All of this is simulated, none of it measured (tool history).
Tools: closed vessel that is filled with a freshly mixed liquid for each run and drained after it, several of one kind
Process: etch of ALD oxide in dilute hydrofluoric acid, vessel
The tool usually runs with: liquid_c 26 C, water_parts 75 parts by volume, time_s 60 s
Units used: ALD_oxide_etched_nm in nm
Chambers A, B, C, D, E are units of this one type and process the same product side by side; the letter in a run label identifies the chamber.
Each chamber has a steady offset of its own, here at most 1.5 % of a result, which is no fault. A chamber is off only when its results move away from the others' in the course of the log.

run,hour,liquid_c,water_parts,time_s,"read-back film thickness of the ALD oxide reference wafer, read on the same gauge (nm)",ALD_oxide_etched_nm
1C,8,26,75,60,39.989,16.088
2E,16.3,26,75,60,40.042,16.567
3B,21.7,26,75,60,40.047,16.232
4A,26,26,75,60,39.966,16.61
5D,30.6,26,75,60,39.977,16.613
6E,39.2,26,75,60,40.051,16.387
7D,45.9,26,75,60,40.028,16.543
8C,50.8,26,75,60,40.035,15.991
9A,56.6,26,75,60,39.98,16.516
10B,61.6,26,75,60,39.982,16.331
11B,67.9,26,75,60,39.989,16.15
12C,76.3,26,75,60,39.987,15.894
13D,84.1,26,75,60,40.003,17.102
14A,91.8,29.5,75,60,39.972,19.314
15E,97.2,29.5,75,60,40.041,19.092
16D,102.8,29.5,75,60,40.045,19.219
17A,107.5,29.5,75,60,40.025,18.754
18E,114.9,29.5,75,60,40.024,19.089
19C,119.1,26,75,60,40.002,16.213
20B,124.1,26,75,60,39.989,16.299
21B,131.6,26,75,60,40.025,16.373
22E,136.8,26,75,60,39.989,16.695
23A,144.1,26,75,60,39.976,16.758
24C,149,26,75,60,40.032,16.192
25D,152.9,26,75,60,39.989,17.265
26C,158.7,26,75,60,39.992,15.931
# hour 162.7: chamber C: thermometer replaced
27B,167.1,26,75,60,39.997,16.592
28E,173.2,26,75,60,39.999,16.43
29D,177.4,26,75,60,40.012,17.652
30A,182.2,26,75,60,40.009,16.891
31E,189.1,26,75,60,39.965,16.49
32B,196.4,26,75,60,40,16.193
33A,202.2,26,75,60,39.946,16.906
34C,207.9,26,75,60,40.033,16.157
35D,212,26,75,60,40.006,17.757

Decide between three cases: one chamber stands off from its peers, the gauge reading all wafers drifts, or nothing is wrong past each chamber's small offset. Where a chamber is off, say which and what most likely put it there.

It is chamber D that slowly wanders off from its peers.
What lies behind it: hydrofluoric acid flow above the setpoint (%) = 7.66.
The log might look much the same if the cause were instead: liquid hotter than its thermometer reads (K).

Here are 4 candidates for chamber D's next run, each the usual settings with a change, their results left as question marks. Which one brings its results back in line with what the others give on the usual settings?
Maximum distance from the other chambers' mean on the usual settings for a result to count as in line: ALD_oxide_etched_nm 0.5 nm
36D-1,218.2,26,75,65,,?
36D-2,218.2,26,85,60,,?
36D-3,218.2,26,75,70,,?
36D-4,218.2,24,75,60,,?

The other chambers' mean on the usual settings: ALD_oxide_etched_nm 16.491 nm
run,ALD_oxide_etched_nm
36D-1,19.442
36D-2,15.608
36D-3,20.938
36D-4,16.561
Change 36D-4 lands the chamber within the allowed miss of the other chambers.
